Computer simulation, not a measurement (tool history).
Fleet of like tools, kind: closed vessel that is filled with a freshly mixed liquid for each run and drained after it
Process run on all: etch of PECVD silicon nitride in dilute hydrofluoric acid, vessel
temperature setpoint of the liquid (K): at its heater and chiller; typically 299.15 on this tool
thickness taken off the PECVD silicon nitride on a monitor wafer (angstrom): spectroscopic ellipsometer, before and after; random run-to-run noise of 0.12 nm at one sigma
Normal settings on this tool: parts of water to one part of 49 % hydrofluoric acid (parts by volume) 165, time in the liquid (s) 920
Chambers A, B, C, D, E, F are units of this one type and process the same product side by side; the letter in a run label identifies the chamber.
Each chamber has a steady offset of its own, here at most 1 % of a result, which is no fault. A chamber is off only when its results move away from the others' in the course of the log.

run     day  temperature setpoint of the liquid (K)  parts of water to one part of 49 % hydrofluoric acid (parts by volume)  time in the liquid (s)  read-back film thickness of the PECVD silicon nitride reference wafer, read on the same gauge (nm)  thickness taken off the PECVD silicon nitride on a monitor wafer (angstrom)
 1B   0.188                                  299.15                                                                     165                     920                                                                                              129.98                                                                      138.740
 2D   0.479                                  299.15                                                                     165                     920                                                                                              130.01                                                                      136.700
 3C   0.904                                  299.15                                                                     165                     920                                                                                              130.01                                                                      136.170
 4E   1.262                                  299.15                                                                     165                     920                                                                                              130.00                                                                      135.470
 5F   1.483                                  299.15                                                                     165                     920                                                                                              129.98                                                                      139.630
 6A   1.862                                  299.15                                                                     165                     920                                                                                              130.02                                                                      136.670
 7D   2.183                                  299.15                                                                     165                     920                                                                                              130.01                                                                      136.260
      2.354  -- chamber F: hydrofluoric acid flow meter replaced
 8C   2.583                                  299.15                                                                     165                     920                                                                                              130.00                                                                      137.260
 9F   2.771                                  302.65                                                                     165                     920                                                                                              130.01                                                                      173.020
10E   3.021                                  302.65                                                                     165                     920                                                                                              129.99                                                                      171.270
11A   3.225                                  302.65                                                                     165                     920                                                                                              130.01                                                                      171.550
12B   3.562                                  302.65                                                                     165                     920                                                                                              130.00                                                                      170.030
13F   3.908                                  302.65                                                                     165                     920                                                                                              130.00                                                                      173.770
14D   4.146                                  302.65                                                                     165                     920                                                                                              130.01                                                                      170.130
15E   4.338                                  299.15                                                                     165                     920                                                                                              130.02                                                                      139.240
16B   4.621                                  299.15                                                                     165                     920                                                                                              129.99                                                                      137.960
      4.692  -- chamber A: thermometer replaced
17A   4.846                                  299.15                                                                     165                     920                                                                                              130.00                                                                      135.470
18C   5.142                                  299.15                                                                     165                     920                                                                                              130.02                                                                      136.680
19F   5.508                                  299.15                                                                     165                     920                                                                                              130.01                                                                      143.470
20C   5.908                                  299.15                                                                     165                     920                                                                                              129.99                                                                      135.270
      6.029  -- chamber E: thermometer replaced
21B   6.212                                  299.15                                                                     165                     920                                                                                              129.99                                                                      140.400
22A   6.400                                  299.15                                                                     115                    1085                                                                                              129.98                                                                      227.860
23E   6.592                                  299.15                                                                     115                    1085                                                                                              130.01                                                                      232.230
24D   6.842                                  299.15                                                                     115                    1085                                                                                              130.00                                                                      229.470
25A   7.208                                  299.15                                                                     115                    1085                                                                                              130.01                                                                      228.600
26D   7.467                                  299.15                                                                     115                    1085                                                                                              129.99                                                                      228.150
27F   7.779                                  299.15                                                                     115                    1085                                                                                              130.00                                                                      244.700
28E   7.983                                  299.15                                                                     165                     920                                                                                              130.00                                                                      139.440
29B   8.167                                  299.15                                                                     165                     920                                                                                              130.00                                                                      137.360
30C   8.521                                  296.65                                                                     165                     565                                                                                              130.00                                                                       71.582
31C   8.875                                  296.65                                                                     165                     565                                                                                              130.01                                                                       71.366
32D   9.271                                  296.65                                                                     165                     565                                                                                              130.00                                                                       70.792
33E   9.546                                  296.65                                                                     165                     565                                                                                              129.98                                                                       72.616
34F   9.917                                  296.65                                                                     165                     565                                                                                              129.97                                                                       77.778
35A  10.258                                  296.65                                                                     165                     565                                                                                              130.00                                                                       71.123
36B  10.617                                  303.15                                                                     165                     920                                                                                              130.02                                                                      177.600

All chambers now run identical settings, listed one chamber a line with results as question marks. What results will each chamber show?
37A  10.925                                  295.65                                                                     165                     920                                                                                                                                                                                ?
37B  10.925                                  295.65                                                                     165                     920                                                                                                                                                                                ?
37C  10.925                                  295.65                                                                     165                     920                                                                                                                                                                                ?
37D  10.925                                  295.65                                                                     165                     920                                                                                                                                                                                ?
37E  10.925                                  295.65                                                                     165                     920                                                                                                                                                                                ?
37F  10.925                                  295.65                                                                     165                     920                                                                                                                                                                                ?

run  thickness taken off the PECVD silicon nitride on a monitor wafer (angstrom)
37A                                                                      109.960
37B                                                                      111.270
37C                                                                      107.770
37D                                                                      109.050
37E                                                                      109.810
37F                                                                      122.010

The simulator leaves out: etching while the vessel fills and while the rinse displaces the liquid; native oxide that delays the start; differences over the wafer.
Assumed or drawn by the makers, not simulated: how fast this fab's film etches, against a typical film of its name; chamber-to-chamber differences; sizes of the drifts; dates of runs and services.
